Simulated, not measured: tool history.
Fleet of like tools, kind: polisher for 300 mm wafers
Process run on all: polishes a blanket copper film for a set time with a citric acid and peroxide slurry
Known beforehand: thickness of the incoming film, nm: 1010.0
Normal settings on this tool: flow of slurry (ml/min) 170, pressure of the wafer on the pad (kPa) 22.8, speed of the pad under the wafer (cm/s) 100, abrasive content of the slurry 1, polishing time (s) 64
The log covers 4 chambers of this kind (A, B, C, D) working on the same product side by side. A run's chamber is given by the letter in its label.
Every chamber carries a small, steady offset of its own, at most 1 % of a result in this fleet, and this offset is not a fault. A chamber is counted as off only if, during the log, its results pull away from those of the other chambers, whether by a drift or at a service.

run	hour	flow of slurry (ml/min)	pressure of the wafer on the pad (kPa)	speed of the pad under the wafer (cm/s)	abrasive content of the slurry	polishing time (s)	film removed (nm)
1B	5.9	170	22.8	100	1	64	187.94
2A	9.6	170	22.8	100	1	64	184.96
# hour 9.7: chamber A: worn pad replaced by a new one
3C	15.4	170	22.8	100	1	64	184.73
4D	19.7	170	22.8	100	1	64	182.59
# hour 21.2: chamber A: slurry nozzle cleaned
5C	25.5	170	22.8	100	1	64	179.33
# hour 27.5: chamber D: worn pad replaced by a new one
6B	31.3	170	22.8	100	1	64	181.06
7D	36.5	170	22.8	100	1	64	186.03
# hour 40: chamber B: head pressure recalibrated
8A	40	170	22.8	100	1	64	184.73
9C	46.2	140	22.8	100	1	64	176.65
10A	52	140	22.8	100	1	64	176.44
# hour 53: chamber B: worn pad replaced by a new one
11D	55.6	140	22.8	100	1	64	176.23
12B	60.3	140	22.8	100	1	64	179.02
13A	63.9	170	22.8	100	1	64	182.52
14D	67.3	145	22.8	100	1.2	64	186.08
15C	71.7	145	22.8	100	1.2	64	184.78
16B	76.4	145	22.8	100	1.2	64	188.02
17B	81.5	145	22.8	100	1.2	64	187
18C	87.4	170	22.8	100	1	64	180.16
19A	92.2	170	22.8	100	1	64	189.75
20D	96.7	170	22.8	100	1	64	181.03
# hour 100.5: chamber A: worn pad replaced by a new one
21C	100.9	170	22.8	100	1	64	181.63
# hour 103.3: chamber D: worn pad replaced by a new one
22D	104.2	170	22.8	100	1	64	183.27
23B	109.9	170	22.8	100	1	64	185.18
24A	115	170	22.8	100	1	64	191.64
# hour 116.1: chamber C: worn pad replaced by a new one
25D	118.1	170	22.8	100	1	47	136.2
# hour 120.5: chamber B: worn pad replaced by a new one
26B	121.1	170	22.8	100	1	47	135.68
27A	123.9	170	22.8	100	1	47	138.84
# hour 125.8: chamber B: slurry blender recalibrated
28C	129.4	170	22.8	100	1	47	135.11
29A	135	170	22.8	100	1	64	189.09
# hour 135.9: chamber C: slurry blender recalibrated
30D	141	170	22.8	100	1	64	184.98
31C	143.8	170	22.8	100	1	64	184.24
32B	149.1	170	22.8	100	1	64	185.24
33C	155.4	170	22.8	100	1	64	183.85
34A	160	170	22.8	100	1	64	196.42

The same settings go to every chamber for the next run, one line per chamber below. Forecast the results for each:
35A	164.5	170	22.8	100	1	64	?
35B	164.5	170	22.8	100	1	64	?
35C	164.5	170	22.8	100	1	64	?
35D	164.5	170	22.8	100	1	64	?

run	film removed (nm)
35A	196.23
35B	183.94
35C	183.67
35D	181.08
